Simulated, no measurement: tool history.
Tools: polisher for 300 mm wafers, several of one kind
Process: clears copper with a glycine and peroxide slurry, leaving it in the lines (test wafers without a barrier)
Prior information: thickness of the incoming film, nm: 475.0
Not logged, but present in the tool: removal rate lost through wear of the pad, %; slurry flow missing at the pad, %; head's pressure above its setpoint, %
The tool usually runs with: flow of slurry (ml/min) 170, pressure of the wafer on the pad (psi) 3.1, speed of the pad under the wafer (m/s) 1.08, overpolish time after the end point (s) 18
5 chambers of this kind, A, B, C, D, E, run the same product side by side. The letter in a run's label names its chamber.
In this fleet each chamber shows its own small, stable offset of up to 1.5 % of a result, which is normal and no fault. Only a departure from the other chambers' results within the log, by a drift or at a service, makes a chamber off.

run   hour  flow of slurry (ml/min)  pressure of the wafer on the pad (psi)  speed of the pad under the wafer (m/s)  overpolish time after the end point (s)  wafers polished on this pad  hours since the slurry nozzle was cleaned  hours since the head pressure was calibrated  time until the end point was called (s)  dishing of a wide line in a test structure (nm)
 1B    4.5                      170                                     3.1                                    1.08                                       18                          857                                      166.0                                         550.7                                   63.635                                           74.422
       5.7  -- chamber B: worn pad replaced by a new one
 2C    7.6                      170                                     3.1                                    1.08                                       18                           98                                      191.1                                         465.7                                   64.622                                           76.101
       8.5  -- chamber C: slurry nozzle cleaned
 3D   12.0                      170                                     3.1                                    1.08                                       18                          188                                      192.0                                         502.7                                   65.120                                           74.435
 4E   16.4                      170                                     3.1                                    1.08                                       18                          487                                      401.0                                         840.4                                   64.515                                           76.614
      17.5  -- chamber E: slurry nozzle cleaned
 5A   19.6                      170                                     3.1                                    1.08                                       18                          201                                      372.0                                        1025.2                                   66.454                                           75.631
 6B   25.5                      170                                     3.1                                    1.08                                       18                          202                                      187.0                                         571.7                                   64.570                                           74.332
 7C   29.0                      170                                     3.1                                    1.08                                       18                          316                                       20.5                                         487.1                                   64.692                                           74.615
 8D   32.3                      170                                     3.1                                    1.36                                       18                          395                                      212.3                                         523.0                                   53.999                                           83.227
 9E   37.4                      170                                     3.1                                    1.36                                       18                          701                                       20.0                                         861.4                                   52.480                                           85.824
10A   43.7                      170                                     3.1                                    1.36                                       18                          446                                      396.1                                        1049.3                                   52.677                                           83.818
      45.3  -- chamber D: slurry nozzle cleaned
      47.7  -- chamber E: worn pad replaced by a new one
11A   49.8                      170                                     3.1                                    1.36                                       18                          508                                      402.2                                        1055.4                                   53.611                                           85.416
      55.6  -- chamber C: worn pad replaced by a new one
12E   55.8                      170                                     3.1                                    1.36                                       18                           83                                       38.4                                         879.8                                   53.573                                           85.041
13C   62.1                      170                                     3.1                                    1.08                                       18                           67                                       53.6                                         520.2                                   63.256                                           74.913
      62.4  -- chamber A: worn pad replaced by a new one
14D   67.5                      170                                     3.1                                    1.08                                       18                          754                                       22.2                                         558.2                                   65.216                                           74.517
15B   70.9                      170                                     3.1                                    1.08                                       18                          664                                      232.4                                         617.1                                   63.320                                           74.696
16E   77.3                      170                                     3.1                                    1.08                                       18                          302                                       59.9                                         901.3                                   65.648                                           76.470
      80.6  -- chamber A: head pressure recalibrated
17B   83.0                      170                                     3.1                                    1.08                                       18                          787                                      244.5                                         629.2                                   66.217                                           75.931
      87.4  -- chamber B: worn pad replaced by a new one
18D   88.1                      170                                     3.1                                    1.08                                       18                          963                                       42.8                                         578.8                                   64.332                                           75.078
19C   92.7                      170                                     3.1                                    1.08                                       18                          378                                       84.2                                         550.8                                   64.689                                           73.701
20A   97.5                      200                                     3.1                                    1.08                                       18                          357                                      449.9                                          16.9                                   62.819                                           75.761
      98.4  -- chamber A: slurry nozzle cleaned
21C  101.8                      200                                     3.1                                    1.08                                       18                          471                                       93.3                                         559.9                                   62.031                                           79.108
     107.9  -- chamber C: worn pad replaced by a new one
22D  108.5                      200                                     3.1                                    1.08                                       18                         1171                                       63.2                                         599.2                                   64.097                                           74.900
     110.7  -- chamber C: head pressure recalibrated
23A  113.6                      200                                     3.1                                    1.08                                       18                          521                                       15.3                                          33.0                                   62.218                                           76.230
     114.8  -- chamber D: worn pad replaced by a new one
24E  118.4                      200                                     3.1                                    1.08                                       18                          720                                      101.0                                         942.4                                   63.098                                           76.284
25B  122.3                      170                                     3.1                                    1.08                                       18                          355                                      283.8                                         668.5                                   66.907                                           75.348
     123.2  -- chamber E: worn pad replaced by a new one
26B  128.1                      170                                     3.1                                    0.76                                       12                          414                                      289.6                                         674.3                                   86.002                                           44.331
     128.5  -- chamber A: worn pad replaced by a new one
27E  134.3                      170                                     3.1                                    0.76                                       12                          113                                      116.9                                         958.3                                   86.427                                           44.326
28C  139.3                      170                                     3.1                                    0.76                                       12                          319                                      130.8                                          28.6                                   80.173                                           47.780
29D  142.5                      170                                     3.1                                    0.76                                       12                          282                                       97.2                                         633.2                                   86.493                                           44.847
30A  148.9                      170                                     3.1                                    0.76                                       12                          208                                       50.6                                          68.3                                   85.562                                           45.470
31A  152.1                      170                                     3.1                                    1.08                                       18                          240                                       53.8                                          71.5                                   64.713                                           76.891
32E  156.5                      170                                     3.1                                    1.08                                       18                          339                                      139.1                                         980.5                                   64.049                                           74.726
33D  161.1                      170                                     3.1                                    1.08                                       18                          471                                      115.8                                         651.8                                   62.906                                           76.484
     166.2  -- chamber C: worn pad replaced by a new one
34C  167.0                      120                                     3.7                                    1.08                                       18                            8                                      158.5                                          56.3                                   53.854                                           86.377
35B  172.9                      120                                     3.7                                    1.08                                       18                          870                                      334.4                                         719.1                                   58.099                                           82.371
36D  176.0                      120                                     3.7                                    1.08                                       18                          623                                      130.7                                         666.7                                   60.410                                           81.195
     177.4  -- chamber B: worn pad replaced by a new one
37C  182.1                      120                                     3.7                                    1.08                                       18                          162                                      173.6                                          71.4                                   54.252                                           89.471
38B  185.2                      120                                     3.7                                    1.08                                       18                           80                                      346.7                                         731.4                                   58.115                                           80.646
39A  190.5                      170                                     3.1                                    1.08                                       18                          632                                       92.2                                         109.9                                   64.606                                           75.044
     195.4  -- chamber A: worn pad replaced by a new one
40E  195.5                      170                                     3.1                                    1.08                                       18                          736                                      178.1                                        1019.5                                   63.863                                           75.338
41C  199.2                      170                                     3.1                                    1.08                                       18                          336                                      190.7                                          88.5                                   57.575                                           79.829
42E  204.6                      170                                     2.6                                    1.32                                       18                          829                                      187.2                                        1028.6                                   63.451                                           74.581
43A  209.1                      170                                     2.6                                    1.32                                       18                          140                                      110.8                                         128.5                                   62.829                                           74.926
44D  212.8                      170                                     2.6                                    1.32                                       18                          998                                      167.5                                         703.5                                   63.211                                           75.346

Next, every chamber runs the same settings. What will each give?
45A  217.6                      170                                     3.1                                    1.08                                       12                                                                                                                                                              ?                                                ?
45B  217.6                      170                                     3.1                                    1.08                                       12                                                                                                                                                              ?                                                ?
45C  217.6                      170                                     3.1                                    1.08                                       12                                                                                                                                                              ?                                                ?
45D  217.6                      170                                     3.1                                    1.08                                       12                                                                                                                                                              ?                                                ?
45E  217.6                      170                                     3.1                                    1.08                                       12                                                                                                                                                              ?                                                ?

run  time until the end point was called (s)  dishing of a wide line in a test structure (nm)
45A                                   65.151                                           56.808
45B                                   65.189                                           55.534
45C                                   58.716                                           60.171
45D                                   65.180                                           55.665
45E                                   64.480                                           55.999
